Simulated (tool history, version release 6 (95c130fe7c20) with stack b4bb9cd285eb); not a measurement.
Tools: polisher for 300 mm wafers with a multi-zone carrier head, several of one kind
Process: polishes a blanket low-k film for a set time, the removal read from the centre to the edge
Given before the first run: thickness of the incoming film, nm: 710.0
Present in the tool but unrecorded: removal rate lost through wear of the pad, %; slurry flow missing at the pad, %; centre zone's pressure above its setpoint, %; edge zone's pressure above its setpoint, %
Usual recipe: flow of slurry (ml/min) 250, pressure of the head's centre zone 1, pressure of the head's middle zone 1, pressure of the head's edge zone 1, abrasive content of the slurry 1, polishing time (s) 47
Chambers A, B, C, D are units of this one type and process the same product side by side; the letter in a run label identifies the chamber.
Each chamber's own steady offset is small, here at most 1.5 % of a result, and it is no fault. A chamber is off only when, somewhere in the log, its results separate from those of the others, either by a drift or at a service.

run,hour,flow of slurry (ml/min),pressure of the head's centre zone,pressure of the head's middle zone,pressure of the head's edge zone,abrasive content of the slurry,polishing time (s),wafers polished on this pad,hours since the slurry nozzle was cleaned,hours since the centre zone pressure was calibrated,hours since the edge zone pressure was calibrated,film removed at the wafer's centre (Å),film removed at mid-radius (Å),film removed at the wafer's edge (Å)
# hour 1.1: chamber A: worn pad replaced by a new one
1B,4,250,1,1,1,1,47,517,182,143.5,310.1,260.5,260.58,265.96
2C,8.3,250,1,1,1,1,47,833,318.2,158.1,365.2,259.11,264.15,259.2
3D,13.8,250,1,1,1,1,47,1198,222.8,229.6,235.2,258.37,263.69,261.03
4A,18.4,250,1,1,1,1,47,206,350.5,761.8,257.1,270.43,263.63,262.34
5C,22.2,250,1,1,1,1,47,998,332.1,172,379.1,264.63,264.53,262
6D,26,170,1,1,1,1,47,1343,235,241.8,247.4,250.93,252.67,250.99
# hour 31.5: chamber D: worn pad replaced by a new one
7B,33,170,1,1,1,1,47,863,211,172.5,339.1,248.95,251.47,253.75
8A,39.5,170,1,1,1,1,47,457,371.6,782.9,278.2,249.17,251.88,252.81
# hour 40.7: chamber A: worn pad replaced by a new one
9B,43,170,1,1,1,1,47,982,221,182.5,349.1,255.98,248.68,255.59
10C,49.1,250,1,1,1,1,47,1319,359,198.9,406,262.44,266.69,260.9
11A,55.7,250,1,1,1,1,47,179,387.8,799.1,294.4,267.63,265.12,263.17
# hour 60.7: chamber B: worn pad replaced by a new one
12D,62.6,250,1,1,1,1,47,370,271.6,278.4,284,264.22,263.37,261.46
13D,70,250,1,1,1,1,47,459,279,285.8,291.4,257.58,259.49,261.39
14A,76.3,205,0.95,1,1,1,47,424,408.4,819.7,315,239.05,255.62,260.93
15B,79.9,205,0.95,1,1,1,47,228,257.9,219.4,386,245.46,253.89,262.97
16C,85.5,205,0.95,1,1,1,47,1753,395.4,235.3,442.4,230.09,249.58,244.86
# hour 86.9: chamber A: worn pad replaced by a new one
17C,89.2,205,0.95,1,1,1,47,1797,399.1,239,446.1,232.73,246.67,241.53
18D,93.3,250,1,1,1,1,47,736,302.3,309.1,314.7,249.41,263.67,262.54
19A,98.1,250,1,1,1,1,47,134,430.2,841.5,336.8,263.98,265.34,260.81
20B,105.5,250,1,1,1,1,47,533,283.5,245,411.6,260.07,261.64,266.19
21A,112.2,250,1,1,1,1,47,302,444.3,855.6,350.9,264.33,264.62,260.83
22D,115.7,250,1,1,1.07,1,47,1003,324.7,331.5,337.1,256.8,260.23,269.43
23C,120.3,250,1,1,1.07,1,47,2167,430.2,270.1,477.2,242.98,240.77,245.84
24B,127.1,250,1,1,1.07,1,47,791,305.1,266.6,433.2,270.29,263.65,269.22

Which is it: a chamber that has drifted or been left off by a service, a gauge drift common to all chambers, or only each chamber's usual small offset? If a chamber is off, name it and its likeliest cause.

It is chamber C that slowly wanders off from its peers.
Cause: removal rate lost through wear of the pad, % = 10.9.

Here are 4 candidates for chamber C's next run, each the usual settings with a change, their results left as question marks. Which one brings its results back in line with what the others give on the usual settings?
Allowed miss from the other chambers' usual-settings mean, per result, to count as in line: film removed at the wafer's centre (Å) 13; film removed at mid-radius (Å) 5.7; film removed at the wafer's edge (Å) 6
25C-1,132.5,245,1,1.01,0.98,0.95,40,,,,,?,?,?
25C-2,132.5,255,1,0.99,1.02,1.05,56,,,,,?,?,?
25C-3,132.5,250,1,1,0.99,0.95,43,,,,,?,?,?
25C-4,132.5,250,1,1,1.01,1.05,51,,,,,?,?,?

Mean of the other chambers on the usual settings: film removed at the wafer's centre (Å) 263.29; film removed at mid-radius (Å) 263.35; film removed at the wafer's edge (Å) 262.73
run,film removed at the wafer's centre (Å),film removed at mid-radius (Å),film removed at the wafer's edge (Å)
25C-1,196.69,198.5,193.23
25C-2,289.39,286.59,290.04
25C-3,211.97,211.93,209.24
25C-4,262.92,262.85,262.28
25C-4 is the one that brings the chamber's results back in line with the other chambers.

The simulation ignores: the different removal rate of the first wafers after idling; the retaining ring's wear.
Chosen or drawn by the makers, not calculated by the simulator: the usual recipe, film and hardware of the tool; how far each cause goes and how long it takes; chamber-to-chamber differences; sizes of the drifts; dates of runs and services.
